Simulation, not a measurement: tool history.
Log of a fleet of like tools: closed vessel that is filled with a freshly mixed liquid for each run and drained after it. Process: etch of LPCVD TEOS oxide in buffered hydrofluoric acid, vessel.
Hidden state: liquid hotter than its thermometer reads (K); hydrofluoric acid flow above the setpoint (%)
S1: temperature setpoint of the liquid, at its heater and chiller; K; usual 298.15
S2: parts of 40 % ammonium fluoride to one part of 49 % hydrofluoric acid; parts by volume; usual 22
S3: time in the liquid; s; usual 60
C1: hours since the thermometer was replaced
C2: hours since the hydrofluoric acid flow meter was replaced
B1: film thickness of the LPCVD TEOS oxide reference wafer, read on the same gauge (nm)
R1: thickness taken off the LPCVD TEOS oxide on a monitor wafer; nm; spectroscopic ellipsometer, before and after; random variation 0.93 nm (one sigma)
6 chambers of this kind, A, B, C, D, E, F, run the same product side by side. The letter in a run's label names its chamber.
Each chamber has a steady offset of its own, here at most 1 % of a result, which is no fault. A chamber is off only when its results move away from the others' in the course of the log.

| run | hour | S1 | S2 | S3 | C1 | C2 | B1 | R1 |
|---|---|---|---|---|---|---|---|---|
|  | 5 | chamber B: hydrofluoric acid flow meter replaced |
| 1C | 8.8 | 298.15 | 22 | 60 | 499.3 | 678.4 | 90.025 | 138.12 |
| 2A | 20 | 298.15 | 22 | 60 | 838.8 | 654.5 | 89.987 | 138.98 |
| 3D | 33.7 | 298.15 | 22 | 60 | 442.5 | 175.2 | 89.958 | 138.75 |
| 4E | 41.4 | 298.15 | 22 | 60 | 1046.7 | 542 | 89.993 | 137.8 |
| 5B | 54.8 | 298.15 | 22 | 60 | 602.6 | 49.8 | 89.99 | 136.82 |
| 6F | 63.7 | 298.15 | 22 | 60 | 1007.4 | 122.8 | 89.962 | 138.14 |
| 7C | 77.3 | 298.15 | 22 | 60 | 567.8 | 746.9 | 90.027 | 137.1 |
| 8D | 87.5 | 301.15 | 22 | 60 | 496.3 | 229 | 90.01 | 162.67 |
| 9F | 98.3 | 301.15 | 22 | 60 | 1042 | 157.4 | 90.021 | 163.78 |
| 10A | 111.9 | 301.15 | 22 | 60 | 930.7 | 746.4 | 90.032 | 165.12 |
| 11B | 124.5 | 301.15 | 22 | 60 | 672.3 | 119.5 | 90.038 | 162.01 |
| 12E | 139 | 301.15 | 22 | 60 | 1144.3 | 639.6 | 90.023 | 162.88 |
| 13D | 148.7 | 301.15 | 22 | 60 | 557.5 | 290.2 | 90.018 | 164.43 |
| 14C | 156.8 | 298.15 | 26 | 60 | 647.3 | 826.4 | 89.976 | 124.55 |
|  | 162.7 | chamber A: thermometer replaced |
| 15E | 170.4 | 298.15 | 26 | 60 | 1175.7 | 671 | 89.976 | 123.09 |
| 16A | 179.7 | 298.15 | 26 | 60 | 17 | 814.2 | 90.006 | 123.99 |
| 17F | 188.7 | 298.15 | 26 | 60 | 1132.4 | 247.8 | 89.961 | 124.07 |
| 18B | 203.2 | 298.15 | 26 | 60 | 751 | 198.2 | 90.006 | 122.53 |
| 19D | 214.2 | 298.15 | 26 | 60 | 623 | 355.7 | 89.978 | 124.89 |
| 20C | 222.5 | 298.15 | 22 | 60 | 713 | 892.1 | 90.005 | 141.86 |
| 21B | 234.1 | 298.15 | 22 | 60 | 781.9 | 229.1 | 89.983 | 138.66 |
| 22E | 245.6 | 298.15 | 22 | 35 | 1250.9 | 746.2 | 90.026 | 79.99 |
| 23A | 252.9 | 298.15 | 22 | 35 | 90.2 | 887.4 | 90.019 | 80.506 |
|  | 262.9 | chamber D: hydrofluoric acid flow meter replaced |
| 24F | 263.7 | 298.15 | 22 | 35 | 1207.4 | 322.8 | 89.988 | 81.195 |
| 25A | 270.7 | 298.15 | 22 | 35 | 108 | 905.2 | 90.025 | 80.97 |
| 26C | 281.3 | 298.15 | 22 | 35 | 771.8 | 950.9 | 89.949 | 83.66 |
| 27D | 295.1 | 298.15 | 22 | 35 | 703.9 | 32.3 | 90.051 | 81.414 |
| 28B | 303.4 | 298.15 | 22 | 60 | 851.2 | 298.4 | 90.005 | 137.33 |
| 29E | 315 | 298.15 | 22 | 60 | 1320.3 | 815.6 | 90.006 | 137.28 |
| 30F | 324.3 | 298.15 | 22 | 60 | 1268 | 383.4 | 90.039 | 141.5 |
| 31A | 337.8 | 298.15 | 22 | 60 | 175.1 | 972.3 | 89.989 | 139.34 |
|  | 346.8 | chamber B: thermometer replaced |
| 32B | 347.7 | 298.15 | 22 | 60 | 1 | 342.7 | 89.988 | 136.65 |
| 33F | 360.7 | 298.15 | 22 | 60 | 1304.4 | 419.8 | 89.972 | 138.3 |
| 34C | 369.4 | 298.15 | 22 | 60 | 859.9 | 1039 | 89.987 | 146.1 |
| 35E | 383.7 | 298.15 | 22 | 60 | 1389 | 884.3 | 90.017 | 138.66 |
| 36D | 399.2 | 298.15 | 22 | 60 | 808 | 136.4 | 90.04 | 141.65 |

Next, every chamber runs the same settings. What will each give?
| 37A | 410.5 | 298.15 | 19 | 60 |  |  |  | ? |
| 37B | 410.5 | 298.15 | 19 | 60 |  |  |  | ? |
| 37C | 410.5 | 298.15 | 19 | 60 |  |  |  | ? |
| 37D | 410.5 | 298.15 | 19 | 60 |  |  |  | ? |
| 37E | 410.5 | 298.15 | 19 | 60 |  |  |  | ? |
| 37F | 410.5 | 298.15 | 19 | 60 |  |  |  | ? |

| run | R1 |
|---|---|
| 37A | 157.09 |
| 37B | 152.7 |
| 37C | 170.92 |
| 37D | 158.8 |
| 37E | 154.68 |
| 37F | 158.82 |
